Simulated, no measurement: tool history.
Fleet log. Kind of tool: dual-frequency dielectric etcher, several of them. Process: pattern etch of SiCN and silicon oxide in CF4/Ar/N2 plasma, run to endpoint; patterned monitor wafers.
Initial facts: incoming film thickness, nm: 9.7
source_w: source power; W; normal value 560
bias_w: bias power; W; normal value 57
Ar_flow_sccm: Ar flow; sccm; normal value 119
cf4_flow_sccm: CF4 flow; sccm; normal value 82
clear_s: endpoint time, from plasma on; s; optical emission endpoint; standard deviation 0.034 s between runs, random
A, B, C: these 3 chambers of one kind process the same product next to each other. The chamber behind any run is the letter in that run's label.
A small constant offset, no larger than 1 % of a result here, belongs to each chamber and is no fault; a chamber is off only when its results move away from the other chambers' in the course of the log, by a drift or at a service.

| run | day | source_w | bias_w | Ar_flow_sccm | cf4_flow_sccm | clear_s |
|---|---|---|---|---|---|---|
| 1C | 0.417 | 560 | 57 | 119 | 82 | 10.0840 |
| 2A | 0.721 | 560 | 57 | 119 | 82 | 10.1670 |
| 3B | 1.138 | 560 | 57 | 119 | 82 | 9.8817 |
| 4C | 1.762 | 560 | 57 | 119 | 82 | 10.0660 |
| 5A | 2.171 | 560 | 57 | 119 | 82 | 10.1250 |
| 6B | 2.658 | 560 | 57 | 119 | 82 | 9.9345 |
| 7C | 2.942 | 560 | 57 | 119 | 82 | 10.0750 |
| 8B | 3.562 | 560 | 57 | 119 | 82 | 9.9784 |
| 9A | 3.900 | 560 | 57 | 119 | 82 | 10.0980 |
| 10A | 4.204 | 560 | 57 | 119 | 82 | 10.1210 |
| 11B | 4.625 | 560 | 57 | 119 | 82 | 9.9831 |
| 12C | 5.112 | 560 | 57 | 119 | 82 | 10.0870 |
| 13B | 5.617 | 560 | 57 | 119 | 82 | 9.9759 |
|  | 5.662 | chamber A: wet clean of the chamber |
| 14C | 5.996 | 560 | 57 | 119 | 82 | 10.0720 |
| 15A | 6.562 | 560 | 57 | 119 | 82 | 10.1710 |
| 16C | 7.188 | 560 | 57 | 119 | 82 | 10.0870 |
| 17A | 7.588 | 700 | 57 | 119 | 82 | 8.3152 |
| 18B | 8.029 | 700 | 57 | 119 | 82 | 8.1404 |
| 19C | 8.329 | 700 | 57 | 119 | 82 | 8.2817 |
| 20B | 8.900 | 560 | 57 | 119 | 82 | 9.9457 |
|  | 9.192 | chamber B: wet clean of the chamber |
| 21A | 9.517 | 560 | 57 | 119 | 82 | 10.0960 |
| 22A | 9.850 | 560 | 57 | 119 | 82 | 10.1970 |
| 23C | 10.267 | 560 | 57 | 119 | 82 | 10.0760 |
| 24B | 10.842 | 560 | 57 | 119 | 82 | 9.9006 |
| 25C | 11.129 | 430 | 57 | 119 | 82 | 12.7690 |
| 26B | 11.592 | 430 | 57 | 119 | 82 | 12.6810 |
| 27A | 12.021 | 430 | 57 | 119 | 82 | 12.7460 |
| 28B | 12.542 | 560 | 57 | 119 | 82 | 9.9439 |
| 29A | 12.850 | 560 | 57 | 119 | 82 | 10.1340 |
| 30C | 13.296 | 560 | 57 | 119 | 82 | 10.1110 |
| 31A | 13.767 | 560 | 57 | 119 | 82 | 10.1340 |
| 32B | 14.292 | 560 | 57 | 148 | 82 | 10.2980 |

All chambers now run identical settings, listed one chamber a line with results as question marks. What results will each chamber show?
| 33A | 14.746 | 560 | 57 | 119 | 82 | ? |
| 33B | 14.746 | 560 | 57 | 119 | 82 | ? |
| 33C | 14.746 | 560 | 57 | 119 | 82 | ? |

| run | clear_s |
|---|---|
| 33A | 10.1310 |
| 33B | 9.9361 |
| 33C | 10.0690 |

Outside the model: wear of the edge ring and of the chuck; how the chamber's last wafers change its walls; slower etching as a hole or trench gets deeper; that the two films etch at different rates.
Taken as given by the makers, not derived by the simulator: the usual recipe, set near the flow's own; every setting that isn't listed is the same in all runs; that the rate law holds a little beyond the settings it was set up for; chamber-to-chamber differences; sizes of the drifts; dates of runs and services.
